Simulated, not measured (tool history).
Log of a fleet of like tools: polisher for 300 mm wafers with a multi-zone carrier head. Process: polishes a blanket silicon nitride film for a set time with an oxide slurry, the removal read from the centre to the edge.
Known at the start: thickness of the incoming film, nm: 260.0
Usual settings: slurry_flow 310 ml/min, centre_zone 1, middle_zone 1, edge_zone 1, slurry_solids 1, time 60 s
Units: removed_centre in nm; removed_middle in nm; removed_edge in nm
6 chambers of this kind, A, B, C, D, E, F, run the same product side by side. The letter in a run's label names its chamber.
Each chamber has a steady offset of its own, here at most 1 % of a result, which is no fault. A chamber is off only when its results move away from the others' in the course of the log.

run   hour  slurry_flow  centre_zone  middle_zone  edge_zone  slurry_solids  time  wafers polished on this pad  hours since the slurry nozzle was cleaned  hours since the centre zone pressure was calibrated  hours since the edge zone pressure was calibrated  removed_centre  removed_middle  removed_edge
 1A    3.5          310            1            1          1              1    60                          183                                      137.1                                                500.4                                              708.8          44.439            43.7        43.861
       3.9  -- chamber E: worn pad replaced by a new one
 2D    6.5          310            1            1          1              1    60                         1071                                        292                                                341.7                                              239.2          44.754          43.983        44.631
 3F   11.2          310            1            1          1              1    60                          420                                      140.3                                               1440.2                                              579.6          44.446          44.288        43.763
 4E     16          310            1            1          1              1    60                           86                                      132.6                                                234.8                                              948.1           44.35          45.612        44.183
 5B     19          310            1            1       1.07              1    60                          487                                      208.5                                                262.5                                              386.1          43.915          42.956        45.379
 6C   23.2          310            1            1       1.07              1    60                          251                                      164.7                                                416.2                                              143.9          43.705          43.629        45.475
 7B   26.1          310            1            1       1.07              1    60                          538                                      215.6                                                269.6                                              393.2          43.521          45.151        45.219
 8E   29.4          310            1            1       1.07              1    60                          183                                        146                                                248.2                                              961.5          44.579          43.273        46.576
 9C   34.3          310            1            1       1.07              1    60                          330                                      175.8                                                427.3                                                155          43.442          43.968        45.361
10A   39.2          310            1            1       1.07              1    60                          440                                      172.8                                                536.1                                              744.5           44.68          44.511        45.941
11F   44.3          310          0.9            1          1            0.8    60                          658                                      173.4                                               1473.3                                              612.7           35.62          40.295        39.683
12D   47.1          310          0.9            1          1            0.8    60                         1362                                      332.6                                                382.3                                              279.8          35.355          39.454        39.904
13F   51.5          310          0.9            1          1            0.8    60                          709                                      180.6                                               1480.5                                              619.9          34.849          39.759        39.801
14B   54.2          310          0.9            1          1            0.8    60                          740                                      243.7                                                297.7                                              421.3          34.558          39.568        39.409
      54.4  -- chamber D: worn pad replaced by a new one
        56  -- chamber B: slurry nozzle cleaned
15D   58.3          310          0.9            1          1            0.8    60                           28                                      343.8                                                393.5                                                291          35.654          39.802         40.26
      59.7  -- chamber F: centre zone pressure recalibrated
16C     63          310          0.9            1          1            0.8    60                          537                                      204.5                                                  456                                              183.7          34.673           38.44        38.903
17E   65.8          310            1            1          1              1    60                          444                                      182.4                                                284.6                                              997.9           43.89          44.416        43.617
      69.4  -- chamber F: slurry nozzle cleaned
18A   70.4          310            1            1          1              1    60                          664                                        204                                                567.3                                              775.7          44.536           43.35        43.539
19F   73.2          310            1            1          1              1    60                          865                                        3.9                                                 13.6                                              641.6          44.831          44.646        44.235
      73.8  -- chamber A: centre zone pressure recalibrated
20A   77.1          310            1            1          1              1    60                          712                                      210.7                                                  3.4                                              782.4          37.957          44.484        44.877
      81.7  -- chamber C: worn pad replaced by a new one
21C   82.2          310            1            1          1              1    60                            3                                      223.7                                                475.2                                              202.9          42.956          44.006        43.918
22E   84.5          310            1            1          1              1    60                          578                                      201.1                                                303.3                                             1016.6          43.845          44.583        45.018
23D   87.8          310            1            1          1              1    60                          239                                      373.3                                                  423                                              320.5          44.027          43.904        44.582
      88.7  -- chamber A: worn pad replaced by a new one
      88.7  -- chamber E: slurry nozzle cleaned
      89.4  -- chamber F: worn pad replaced by a new one
24B   90.6          310            1            1          1              1    60                         1001                                       34.7                                                334.1                                              457.7          43.669          44.336        44.247
25B   92.8          310            1            1          1              1    60                         1017                                       36.9                                                336.3                                              459.9          43.777          42.659        44.259
26A   97.7          310            1            1          1              1    60                           64                                      231.3                                                   24                                                803          39.207          44.182        43.926
27C  100.7          310            1            1          1              1    60                          136                                      242.2                                                493.7                                              221.4          43.022          43.409        43.948
       101  -- chamber D: edge zone pressure recalibrated
28E  104.1          310            1            1          1              1    60                          719                                       15.5                                                322.9                                             1036.2          43.994          45.059        44.807
29D    107          310            1            1          1              1    60                          377                                      392.5                                                442.2                                                6.1           44.78          44.532        44.809
30F  110.7          210            1            1          1              1    60                          153                                       41.4                                                 51.1                                              679.1          41.916          42.301        42.293
     113.6  -- chamber D: centre zone pressure recalibrated
31C  114.2          210            1            1          1              1    60                          233                                      255.7                                                507.2                                              234.9          41.469          41.323        42.512
32F  117.7          210            1            1          1              1    60                          203                                       48.4                                                 58.1                                              686.1          40.859          42.296        42.186
     121.5  -- chamber B: worn pad replaced by a new one
33A  121.7          210            1            1          1              1    60                          237                                      255.3                                                   48                                                827          36.554          41.205        42.642
34D  126.2          210            1            1          1              1    60                          515                                      411.7                                                 12.6                                               25.3          43.254          42.786        42.913
     127.1  -- chamber E: worn pad replaced by a new one
35B  130.5          210            1            1          1              1    60                           65                                       74.6                                                  374                                              497.6          42.117          42.518         42.22
36E  135.3          310            1            1          1              1    60                           59                                       46.7                                                354.1                                             1067.4          44.504          43.369        43.731

Is one chamber off against the others, does the gauge drift, or is nothing wrong? If a chamber is off, say which, and what the likeliest cause is.

A service left chamber A off against the others.
Cause: centre zone's pressure below its setpoint, % = 11.4.

Here are 4 candidates for chamber A's next run, each the usual settings with a change, their results left as question marks. Which one brings its results back in line with what the others give on the usual settings?
In line means no further than this from the other chambers' mean on the usual settings: removed_centre 1.6 nm; removed_middle 2 nm; removed_edge 1.2 nm
37A-1   139          305          0.9         1.02       1.03              1    59                                                                                                                                                                                               ?               ?             ?
37A-2   139          325         1.17         0.96       0.93              1    63                                                                                                                                                                                               ?               ?             ?
37A-3   139          300         0.83         1.03       1.06              1    58                                                                                                                                                                                               ?               ?             ?
37A-4   139          315          1.1         0.98       0.97              1    61                                                                                                                                                                                               ?               ?             ?

The other chambers' mean on the usual settings: removed_centre 44.022 nm; removed_middle 44.042 nm; removed_edge 44.132 nm
  run  removed_centre  removed_middle  removed_edge
37A-1          33.372          44.089        43.772
37A-2          48.136          44.762        44.559
37A-3          29.842          43.672        43.638
37A-4          43.393          44.046        43.978
37A-4 brings the chamber back in line.
